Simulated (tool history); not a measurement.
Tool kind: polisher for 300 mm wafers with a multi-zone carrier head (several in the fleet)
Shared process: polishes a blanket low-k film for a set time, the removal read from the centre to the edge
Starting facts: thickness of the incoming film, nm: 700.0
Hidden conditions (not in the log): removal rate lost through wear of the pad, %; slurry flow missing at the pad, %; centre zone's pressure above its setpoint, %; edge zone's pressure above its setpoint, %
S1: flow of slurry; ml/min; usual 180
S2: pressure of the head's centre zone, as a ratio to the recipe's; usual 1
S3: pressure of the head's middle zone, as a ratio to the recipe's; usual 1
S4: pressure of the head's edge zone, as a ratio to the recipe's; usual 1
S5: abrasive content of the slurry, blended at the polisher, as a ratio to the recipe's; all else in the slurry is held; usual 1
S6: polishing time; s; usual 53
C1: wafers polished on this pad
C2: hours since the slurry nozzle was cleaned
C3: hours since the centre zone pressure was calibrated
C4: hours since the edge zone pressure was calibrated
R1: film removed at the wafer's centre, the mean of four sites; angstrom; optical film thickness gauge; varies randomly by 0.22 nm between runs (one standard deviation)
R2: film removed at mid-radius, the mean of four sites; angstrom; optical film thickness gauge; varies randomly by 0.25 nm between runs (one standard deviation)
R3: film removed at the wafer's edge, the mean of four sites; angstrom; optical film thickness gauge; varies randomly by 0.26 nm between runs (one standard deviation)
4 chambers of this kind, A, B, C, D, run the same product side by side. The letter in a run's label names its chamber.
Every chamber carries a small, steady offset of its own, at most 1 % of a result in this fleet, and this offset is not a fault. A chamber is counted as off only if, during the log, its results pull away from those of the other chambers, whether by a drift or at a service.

run 1C hour=3.6 | S1=180 S2=1 S3=1 S4=1 S5=1 S6=53 | C1=187 C2=109.1 C3=207.9 C4=817.5 | R1=179.26 R2=184.58 R3=178.6
run 2A hour=5.8 | S1=180 S2=1 S3=1 S4=1 S5=1 S6=53 | C1=706 C2=504.1 C3=323.7 C4=657.2 | R1=175.66 R2=176.47 R3=180.68
run 3D hour=8.4 | S1=180 S2=1 S3=1 S4=1 S5=1 S6=53 | C1=302 C2=66.4 C3=420 C4=152.7 | R1=180.47 R2=180.66 R3=178.02
run 4B hour=11.6 | S1=180 S2=1 S3=1 S4=1 S5=1 S6=53 | C1=1016 C2=119.5 C3=537.2 C4=394.1 | R1=180.2 R2=177.55 R3=177.88
-- hour=12 chamber B: worn pad replaced by a new one
run 5A hour=14 | S1=180 S2=0.89 S3=1 S4=1 S5=1 S6=42 | C1=798 C2=512.3 C3=331.9 C4=665.4 | R1=125.44 R2=139.33 R3=140.12
-- hour=14.9 chamber A: worn pad replaced by a new one
run 6C hour=16.2 | S1=180 S2=0.89 S3=1 S4=1 S5=1 S6=42 | C1=328 C2=121.7 C3=220.5 C4=830.1 | R1=126.73 R2=143.21 R3=142.25
run 7D hour=19.8 | S1=180 S2=0.89 S3=1 S4=1 S5=1 S6=42 | C1=429 C2=77.8 C3=431.4 C4=164.1 | R1=126.63 R2=142.17 R3=138.41
-- hour=23.1 chamber A: slurry nozzle cleaned
run 8B hour=23.5 | S1=180 S2=0.89 S3=1 S4=1 S5=1 S6=42 | C1=128 C2=131.4 C3=549.1 C4=406 | R1=123.48 R2=144.21 R3=139.78
run 9B hour=27 | S1=180 S2=1 S3=1 S4=1 S5=1 S6=53 | C1=167 C2=134.9 C3=552.6 C4=409.5 | R1=177.4 R2=179.84 R3=176.74
run 10C hour=31.4 | S1=180 S2=1 S3=1 S4=1 S5=1 S6=53 | C1=497 C2=136.9 C3=235.7 C4=845.3 | R1=183.48 R2=180.89 R3=177.31
run 11A hour=33.5 | S1=180 S2=1 S3=1 S4=1 S5=1 S6=53 | C1=207 C2=10.4 C3=351.4 C4=684.9 | R1=180.45 R2=182.66 R3=181.81
run 12D hour=37.7 | S1=180 S2=1 S3=1.07 S4=1 S5=1 S6=70 | C1=628 C2=95.7 C3=449.3 C4=182 | R1=241.5 R2=248.03 R3=244.72
run 13A hour=39.7 | S1=180 S2=1 S3=1.07 S4=1 S5=1 S6=70 | C1=276 C2=16.6 C3=357.6 C4=691.1 | R1=239.93 R2=249.8 R3=233.86
run 14C hour=42.1 | S1=180 S2=1 S3=1.07 S4=1 S5=1 S6=70 | C1=616 C2=147.6 C3=246.4 C4=856 | R1=237.9 R2=255.61 R3=235.09
run 15B hour=44.4 | S1=180 S2=1 S3=1.07 S4=1 S5=1 S6=70 | C1=361 C2=152.3 C3=570 C4=426.9 | R1=238.23 R2=250.84 R3=240.6
run 16D hour=48.4 | S1=180 S2=1 S3=1 S4=1 S5=1 S6=53 | C1=748 C2=106.4 C3=460 C4=192.7 | R1=174.56 R2=179.31 R3=183.08
run 17C hour=50.8 | S1=180 S2=1 S3=1 S4=1 S5=1 S6=53 | C1=713 C2=156.3 C3=255.1 C4=864.7 | R1=180.82 R2=181.03 R3=180.84
run 18D hour=53.7 | S1=180 S2=1 S3=1 S4=1.08 S5=1 S6=53 | C1=807 C2=111.7 C3=465.3 C4=198 | R1=183.66 R2=185.06 R3=184.93
run 19A hour=57.3 | S1=180 S2=1 S3=1 S4=1.08 S5=1 S6=53 | C1=472 C2=34.2 C3=375.2 C4=708.7 | R1=180.5 R2=178.15 R3=183.2
run 20B hour=60.8 | S1=180 S2=1 S3=1 S4=1.08 S5=1 S6=53 | C1=544 C2=168.7 C3=586.4 C4=443.3 | R1=177.52 R2=179.1 R3=181.84
-- hour=60.9 chamber C: worn pad replaced by a new one
-- hour=62.6 chamber D: worn pad replaced by a new one
run 21B hour=62.9 | S1=180 S2=1 S3=1 S4=1.08 S5=1 S6=53 | C1=567 C2=170.8 C3=588.5 C4=445.4 | R1=181.92 R2=177.78 R3=184.41
run 22D hour=65.2 | S1=180 S2=1 S3=1 S4=1 S5=1 S6=53 | C1=29 C2=123.2 C3=476.8 C4=209.5 | R1=176.52 R2=180.83 R3=178.13
run 23C hour=69.5 | S1=180 S2=1 S3=1 S4=1 S5=1 S6=53 | C1=95 C2=175 C3=273.8 C4=883.4 | R1=178.42 R2=179.16 R3=178.13
run 24A hour=73.7 | S1=180 S2=1 S3=1 S4=1 S5=1 S6=53 | C1=655 C2=50.6 C3=391.6 C4=725.1 | R1=178.68 R2=177.75 R3=179.44

Read the log: is a single chamber off, either drifting away or since a service, is the gauge that measures every chamber drifting, or is nothing wrong beyond small per-chamber offsets? Name any odd chamber and what most likely caused it.

Neither any chamber nor the gauge drifts; the chambers differ only by their own small, steady offsets.
